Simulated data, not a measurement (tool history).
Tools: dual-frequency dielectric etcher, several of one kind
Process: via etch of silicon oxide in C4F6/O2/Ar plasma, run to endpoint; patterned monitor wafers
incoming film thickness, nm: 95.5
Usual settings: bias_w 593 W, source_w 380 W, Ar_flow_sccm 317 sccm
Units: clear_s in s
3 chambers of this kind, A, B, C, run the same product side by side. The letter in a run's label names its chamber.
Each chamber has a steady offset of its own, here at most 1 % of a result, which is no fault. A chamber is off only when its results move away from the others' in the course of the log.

{"run": "1C", "hour": 12.4, "bias_w": 593, "source_w": 380, "Ar_flow_sccm": 317, "clear_s": 20.317}
{"run": "2A", "hour": 19.5, "bias_w": 593, "source_w": 380, "Ar_flow_sccm": 317, "clear_s": 20.595}
{"run": "3B", "hour": 27.2, "bias_w": 593, "source_w": 380, "Ar_flow_sccm": 317, "clear_s": 20.084}
{"run": "4B", "hour": 39.6, "bias_w": 593, "source_w": 380, "Ar_flow_sccm": 317, "clear_s": 20.195}
{"run": "5A", "hour": 47.0, "bias_w": 457, "source_w": 380, "Ar_flow_sccm": 382, "clear_s": 23.081}
{"run": "6C", "hour": 53.3, "bias_w": 457, "source_w": 380, "Ar_flow_sccm": 382, "clear_s": 22.915}
{"run": "7A", "hour": 63.5, "bias_w": 457, "source_w": 380, "Ar_flow_sccm": 382, "clear_s": 23.139}
{"run": "8C", "hour": 72.3, "bias_w": 593, "source_w": 380, "Ar_flow_sccm": 317, "clear_s": 20.203}
{"run": "9B", "hour": 78.7, "bias_w": 593, "source_w": 380, "Ar_flow_sccm": 261, "clear_s": 19.666}
{"run": "10A", "hour": 91.4, "bias_w": 593, "source_w": 380, "Ar_flow_sccm": 261, "clear_s": 19.945}
{"run": "11C", "hour": 99.0, "bias_w": 593, "source_w": 380, "Ar_flow_sccm": 261, "clear_s": 19.695}
{"run": "12B", "hour": 105.2, "bias_w": 593, "source_w": 380, "Ar_flow_sccm": 317, "clear_s": 20.057}
{"run": "13A", "hour": 117.7, "bias_w": 593, "source_w": 380, "Ar_flow_sccm": 317, "clear_s": 20.403}
{"run": "14B", "hour": 124.0, "bias_w": 593, "source_w": 380, "Ar_flow_sccm": 317, "clear_s": 20.091}
{"hour": 133.1, "done": "chamber A: wet clean of the chamber"}
{"run": "15C", "hour": 134.7, "bias_w": 593, "source_w": 380, "Ar_flow_sccm": 317, "clear_s": 20.357}
{"hour": 140.3, "done": "chamber B: wet clean of the chamber"}
{"hour": 140.5, "done": "chamber C: wet clean of the chamber"}
{"run": "16C", "hour": 147.0, "bias_w": 593, "source_w": 380, "Ar_flow_sccm": 317, "clear_s": 20.209}
{"run": "17A", "hour": 154.1, "bias_w": 593, "source_w": 320, "Ar_flow_sccm": 375, "clear_s": 23.063}
{"hour": 166.6, "done": "chamber B: bias power generator calibrated"}
{"run": "18B", "hour": 166.9, "bias_w": 593, "source_w": 320, "Ar_flow_sccm": 375, "clear_s": 21.912}
{"run": "19A", "hour": 174.8, "bias_w": 593, "source_w": 320, "Ar_flow_sccm": 375, "clear_s": 23.013}
{"run": "20C", "hour": 181.0, "bias_w": 503, "source_w": 440, "Ar_flow_sccm": 317, "clear_s": 20.423}
{"run": "21B", "hour": 188.4, "bias_w": 503, "source_w": 440, "Ar_flow_sccm": 317, "clear_s": 20.34}
{"run": "22B", "hour": 197.6, "bias_w": 503, "source_w": 440, "Ar_flow_sccm": 317, "clear_s": 20.298}
{"run": "23A", "hour": 210.4, "bias_w": 593, "source_w": 380, "Ar_flow_sccm": 317, "clear_s": 21.403}
{"run": "24C", "hour": 216.6, "bias_w": 593, "source_w": 380, "Ar_flow_sccm": 317, "clear_s": 20.274}
{"run": "25B", "hour": 227.5, "bias_w": 593, "source_w": 380, "Ar_flow_sccm": 317, "clear_s": 20.299}
{"run": "26A", "hour": 235.5, "bias_w": 715, "source_w": 330, "Ar_flow_sccm": 317, "clear_s": 20.886}
{"run": "27C", "hour": 246.6, "bias_w": 715, "source_w": 330, "Ar_flow_sccm": 317, "clear_s": 19.882}
{"run": "28A", "hour": 252.7, "bias_w": 715, "source_w": 330, "Ar_flow_sccm": 317, "clear_s": 20.629}
{"run": "29B", "hour": 259.7, "bias_w": 593, "source_w": 380, "Ar_flow_sccm": 317, "clear_s": 20.158}
{"run": "30C", "hour": 270.2, "bias_w": 593, "source_w": 380, "Ar_flow_sccm": 317, "clear_s": 20.254}
{"run": "31C", "hour": 279.4, "bias_w": 593, "source_w": 380, "Ar_flow_sccm": 317, "clear_s": 20.089}
{"run": "32A", "hour": 291.1, "bias_w": 593, "source_w": 380, "Ar_flow_sccm": 317, "clear_s": 21.49}
{"run": "33B", "hour": 297.3, "bias_w": 593, "source_w": 290, "Ar_flow_sccm": 259, "clear_s": 21.819}

Is one chamber off against the others, does the gauge drift, or is nothing wrong? If a chamber is off, say which, and what the likeliest cause is.

A service left chamber A off against the others.
Cause: etch rate under this chamber's usual, % = 4.6.

Here are 4 candidates for chamber A's next run, each the usual settings with a change, their results left as question marks. Which one brings its results back in line with what the others give on the usual settings?
In line means no further than this from the other chambers' mean on the usual settings: clear_s 0.31 s
{"run": "34A-1", "hour": 306.6, "bias_w": 551, "source_w": 350, "Ar_flow_sccm": 323, "clear_s": "?"}
{"run": "34A-2", "hour": 306.6, "bias_w": 593, "source_w": 380, "Ar_flow_sccm": 398, "clear_s": "?"}
{"run": "34A-3", "hour": 306.6, "bias_w": 593, "source_w": 410, "Ar_flow_sccm": 311, "clear_s": "?"}
{"run": "34A-4", "hour": 306.6, "bias_w": 635, "source_w": 410, "Ar_flow_sccm": 311, "clear_s": "?"}

The other chambers' mean on the usual settings: clear_s 20.211 s
run=34A-1 clear_s=22.665
run=34A-2 clear_s=21.885
run=34A-3 clear_s=20.719
run=34A-4 clear_s=20.174
34A-4 brings the chamber back in line.
